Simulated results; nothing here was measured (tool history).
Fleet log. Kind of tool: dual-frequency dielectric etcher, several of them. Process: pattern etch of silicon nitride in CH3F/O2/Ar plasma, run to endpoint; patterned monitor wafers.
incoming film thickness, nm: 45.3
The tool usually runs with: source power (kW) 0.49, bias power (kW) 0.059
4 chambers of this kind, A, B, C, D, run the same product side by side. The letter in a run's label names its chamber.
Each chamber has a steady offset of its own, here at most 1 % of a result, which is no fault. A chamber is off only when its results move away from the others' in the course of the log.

{"run": "1C", "hour": 6.8, "source power (kW)": 0.49, "bias power (kW)": 0.059, "endpoint time (s)": 64.247}
{"run": "2D", "hour": 11.5, "source power (kW)": 0.49, "bias power (kW)": 0.059, "endpoint time (s)": 65.076}
{"run": "3A", "hour": 17.4, "source power (kW)": 0.49, "bias power (kW)": 0.059, "endpoint time (s)": 64.93}
{"hour": 17.7, "done": "chamber C: wet clean of the chamber"}
{"run": "4B", "hour": 23.5, "source power (kW)": 0.49, "bias power (kW)": 0.059, "endpoint time (s)": 65.288}
{"run": "5D", "hour": 28.1, "source power (kW)": 0.49, "bias power (kW)": 0.059, "endpoint time (s)": 65.092}
{"run": "6A", "hour": 36.1, "source power (kW)": 0.49, "bias power (kW)": 0.059, "endpoint time (s)": 65.035}
{"run": "7C", "hour": 40.6, "source power (kW)": 0.49, "bias power (kW)": 0.059, "endpoint time (s)": 64.381}
{"run": "8B", "hour": 46.1, "source power (kW)": 0.53, "bias power (kW)": 0.059, "endpoint time (s)": 63.321}
{"run": "9D", "hour": 52.6, "source power (kW)": 0.53, "bias power (kW)": 0.059, "endpoint time (s)": 62.881}
{"run": "10A", "hour": 59.8, "source power (kW)": 0.53, "bias power (kW)": 0.059, "endpoint time (s)": 63.176}
{"run": "11C", "hour": 68.2, "source power (kW)": 0.53, "bias power (kW)": 0.059, "endpoint time (s)": 62.63}
{"hour": 70.8, "done": "chamber B: wet clean of the chamber"}
{"run": "12B", "hour": 76.6, "source power (kW)": 0.43, "bias power (kW)": 0.059, "endpoint time (s)": 68.604}
{"run": "13A", "hour": 84.2, "source power (kW)": 0.43, "bias power (kW)": 0.059, "endpoint time (s)": 68.791}
{"run": "14D", "hour": 91.5, "source power (kW)": 0.43, "bias power (kW)": 0.059, "endpoint time (s)": 68.133}
{"run": "15C", "hour": 97.3, "source power (kW)": 0.43, "bias power (kW)": 0.059, "endpoint time (s)": 67.669}
{"run": "16B", "hour": 105.4, "source power (kW)": 0.49, "bias power (kW)": 0.059, "endpoint time (s)": 65.4}
{"run": "17C", "hour": 112.5, "source power (kW)": 0.59, "bias power (kW)": 0.059, "endpoint time (s)": 59.933}
{"run": "18A", "hour": 118.0, "source power (kW)": 0.59, "bias power (kW)": 0.059, "endpoint time (s)": 60.569}
{"hour": 120.9, "done": "chamber D: wet clean of the chamber"}
{"run": "19D", "hour": 122.7, "source power (kW)": 0.59, "bias power (kW)": 0.059, "endpoint time (s)": 60.385}
{"run": "20B", "hour": 128.9, "source power (kW)": 0.59, "bias power (kW)": 0.059, "endpoint time (s)": 61.259}
{"run": "21B", "hour": 135.8, "source power (kW)": 0.49, "bias power (kW)": 0.059, "endpoint time (s)": 65.286}
{"run": "22D", "hour": 140.8, "source power (kW)": 0.49, "bias power (kW)": 0.059, "endpoint time (s)": 64.797}
{"run": "23A", "hour": 146.6, "source power (kW)": 0.53, "bias power (kW)": 0.066, "endpoint time (s)": 60.608}
{"run": "24C", "hour": 152.4, "source power (kW)": 0.53, "bias power (kW)": 0.066, "endpoint time (s)": 60.111}
{"run": "25D", "hour": 156.9, "source power (kW)": 0.53, "bias power (kW)": 0.066, "endpoint time (s)": 60.588}
{"run": "26C", "hour": 160.9, "source power (kW)": 0.53, "bias power (kW)": 0.066, "endpoint time (s)": 60.342}
{"run": "27B", "hour": 165.0, "source power (kW)": 0.49, "bias power (kW)": 0.059, "endpoint time (s)": 65.531}
{"run": "28A", "hour": 172.3, "source power (kW)": 0.49, "bias power (kW)": 0.059, "endpoint time (s)": 65.177}
{"run": "29B", "hour": 177.3, "source power (kW)": 0.49, "bias power (kW)": 0.059, "endpoint time (s)": 65.524}
{"run": "30D", "hour": 184.3, "source power (kW)": 0.44, "bias power (kW)": 0.048, "endpoint time (s)": 72.163}

For the next run the whole fleet of 4 chambers uses the same settings. Give each chamber's results:
{"run": "31A", "hour": 190.7, "source power (kW)": 0.49, "bias power (kW)": 0.059, "endpoint time (s)": "?"}
{"run": "31B", "hour": 190.7, "source power (kW)": 0.49, "bias power (kW)": 0.059, "endpoint time (s)": "?"}
{"run": "31C", "hour": 190.7, "source power (kW)": 0.49, "bias power (kW)": 0.059, "endpoint time (s)": "?"}
{"run": "31D", "hour": 190.7, "source power (kW)": 0.49, "bias power (kW)": 0.059, "endpoint time (s)": "?"}

run=31A endpoint_time_(s)=65.16
run=31B endpoint_time_(s)=64.955
run=31C endpoint_time_(s)=64.689
run=31D endpoint_time_(s)=64.94
